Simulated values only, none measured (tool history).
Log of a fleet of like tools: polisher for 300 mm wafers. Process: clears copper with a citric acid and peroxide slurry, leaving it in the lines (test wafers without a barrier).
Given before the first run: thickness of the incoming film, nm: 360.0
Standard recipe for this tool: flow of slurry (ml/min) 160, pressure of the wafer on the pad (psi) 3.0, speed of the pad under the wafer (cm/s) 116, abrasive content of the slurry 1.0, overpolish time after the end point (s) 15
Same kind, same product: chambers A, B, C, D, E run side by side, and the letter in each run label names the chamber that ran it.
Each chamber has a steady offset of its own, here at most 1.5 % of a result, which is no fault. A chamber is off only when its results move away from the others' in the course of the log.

| run | hour | flow of slurry (ml/min) | pressure of the wafer on the pad (psi) | speed of the pad under the wafer (cm/s) | abrasive content of the slurry | overpolish time after the end point (s) | time until the end point was called (s) | dishing of a wide line in a test structure (Å) |
|---|---|---|---|---|---|---|---|---|
| 1B | 8.8 | 160 | 3.0 | 116 | 1.0 | 15 | 162.81 | 156.91 |
|  | 12.7 | chamber D: worn pad replaced by a new one |
| 2A | 21.3 | 160 | 3.0 | 116 | 1.0 | 15 | 164.38 | 156.56 |
| 3D | 29.8 | 160 | 3.0 | 116 | 1.0 | 15 | 165.21 | 159.84 |
|  | 32.5 | chamber A: slurry nozzle cleaned |
|  | 34.9 | chamber A: slurry blender recalibrated |
|  | 40.8 | chamber D: head pressure recalibrated |
| 4C | 42.1 | 160 | 3.0 | 116 | 1.0 | 15 | 162.08 | 160.85 |
| 5E | 54.4 | 160 | 3.0 | 116 | 1.0 | 15 | 163.44 | 163.69 |
| 6B | 62.8 | 215 | 3.0 | 116 | 1.0 | 15 | 159.37 | 164.04 |
| 7E | 70.5 | 215 | 3.0 | 116 | 1.0 | 15 | 155.34 | 167.67 |
| 8A | 81.0 | 215 | 3.0 | 116 | 1.0 | 15 | 157.22 | 166.84 |
| 9C | 90.0 | 215 | 3.0 | 116 | 1.0 | 15 | 156.24 | 164.88 |
|  | 93.7 | chamber E: worn pad replaced by a new one |
| 10D | 97.0 | 215 | 3.0 | 116 | 1.0 | 15 | 157.77 | 163.17 |
|  | 98.2 | chamber C: worn pad replaced by a new one |
| 11C | 102.8 | 160 | 3.0 | 116 | 1.0 | 15 | 163.43 | 162.18 |
| 12D | 111.5 | 160 | 3.0 | 116 | 1.0 | 15 | 163.12 | 161.60 |
|  | 115.6 | chamber A: worn pad replaced by a new one |
|  | 117.0 | chamber A: head pressure recalibrated |
|  | 117.5 | chamber B: worn pad replaced by a new one |
| 13A | 123.8 | 160 | 3.0 | 116 | 1.0 | 15 | 154.13 | 167.11 |
|  | 125.4 | chamber D: slurry nozzle cleaned |
| 14E | 132.4 | 160 | 3.0 | 78 | 1.2 | 15 | 230.30 | 135.71 |
|  | 140.0 | chamber C: slurry nozzle cleaned |
| 15B | 141.2 | 160 | 3.0 | 78 | 1.2 | 15 | 230.11 | 130.66 |
| 16E | 153.5 | 160 | 3.0 | 78 | 1.2 | 15 | 229.66 | 132.67 |
|  | 158.4 | chamber D: worn pad replaced by a new one |
| 17C | 163.4 | 160 | 3.0 | 78 | 1.2 | 15 | 227.20 | 129.46 |
|  | 164.1 | chamber D: slurry blender recalibrated |
| 18A | 174.0 | 160 | 3.0 | 78 | 1.2 | 15 | 213.20 | 137.15 |
|  | 181.1 | chamber E: slurry blender recalibrated |
|  | 185.1 | chamber A: slurry blender recalibrated |
| 19D | 185.1 | 160 | 3.0 | 116 | 1.0 | 15 | 165.13 | 162.59 |
| 20B | 193.9 | 185 | 3.0 | 116 | 1.0 | 15 | 160.73 | 164.67 |
|  | 194.4 | chamber B: head pressure recalibrated |
| 21C | 204.6 | 185 | 3.0 | 116 | 1.0 | 15 | 162.14 | 163.94 |
| 22B | 215.9 | 185 | 3.0 | 116 | 1.0 | 15 | 161.18 | 162.93 |
| 23D | 221.9 | 185 | 3.0 | 116 | 1.0 | 15 | 159.78 | 162.61 |
| 24A | 233.6 | 185 | 3.0 | 116 | 1.0 | 15 | 149.54 | 170.04 |
|  | 239.3 | chamber C: worn pad replaced by a new one |
| 25E | 244.3 | 160 | 3.0 | 116 | 1.0 | 15 | 162.91 | 158.85 |
| 26E | 256.7 | 160 | 3.0 | 116 | 1.0 | 15 | 164.00 | 161.17 |
| 27C | 269.6 | 160 | 3.0 | 116 | 1.0 | 15 | 166.90 | 163.40 |
|  | 270.8 | chamber A: worn pad replaced by a new one |
|  | 274.9 | chamber C: head pressure recalibrated |
|  | 276.6 | chamber C: slurry blender recalibrated |
| 28B | 282.2 | 180 | 3.4 | 116 | 1.0 | 15 | 142.77 | 174.25 |
| 29A | 293.1 | 180 | 3.4 | 116 | 1.0 | 15 | 130.90 | 179.71 |
| 30D | 299.3 | 180 | 3.4 | 116 | 1.0 | 15 | 142.37 | 171.30 |
| 31A | 304.9 | 180 | 3.4 | 116 | 1.0 | 15 | 131.50 | 184.13 |
|  | 308.1 | chamber E: worn pad replaced by a new one |
| 32C | 311.2 | 180 | 3.4 | 116 | 1.0 | 15 | 142.25 | 170.65 |
| 33E | 319.5 | 160 | 3.0 | 116 | 1.0 | 15 | 163.20 | 163.06 |

Which is it: a chamber that has drifted or been left off by a service, a gauge drift common to all chambers, or only each chamber's usual small offset? If a chamber is off, name it and its likeliest cause.

Chamber A came out of a service off from its peers and stayed that way.
Cause: head's pressure above its setpoint, % = 7.22.

Below are 4 candidate recipes for chamber A's next run, each the usual settings with a change, their results shown as question marks. Which of them brings A's results back in line with what the other chambers give on the usual settings?
In line here means within this much of the mean the other chambers give on the usual settings: time until the end point was called (s) 5.10; dishing of a wide line in a test structure (Å) 6.50
| 34A-1 | 328.8 | 160 | 2.9 | 112 | 1.0 | 15 | ? | ? |
| 34A-2 | 328.8 | 160 | 3.1 | 120 | 1.0 | 15 | ? | ? |
| 34A-3 | 328.8 | 160 | 2.8 | 108 | 1.0 | 15 | ? | ? |
| 34A-4 | 328.8 | 160 | 3.2 | 124 | 1.0 | 15 | ? | ? |

Mean of the other chambers on the usual settings: time until the end point was called (s) 163.49; dishing of a wide line in a test structure (Å) 161.03
| run | time until the end point was called (s) | dishing of a wide line in a test structure (Å) |
|---|---|---|
| 34A-1 | 163.52 | 161.46 |
| 34A-2 | 143.33 | 173.01 |
| 34A-3 | 175.24 | 155.31 |
| 34A-4 | 134.61 | 178.41 |
Change 34A-1 lands the chamber within the allowed miss of the other chambers.
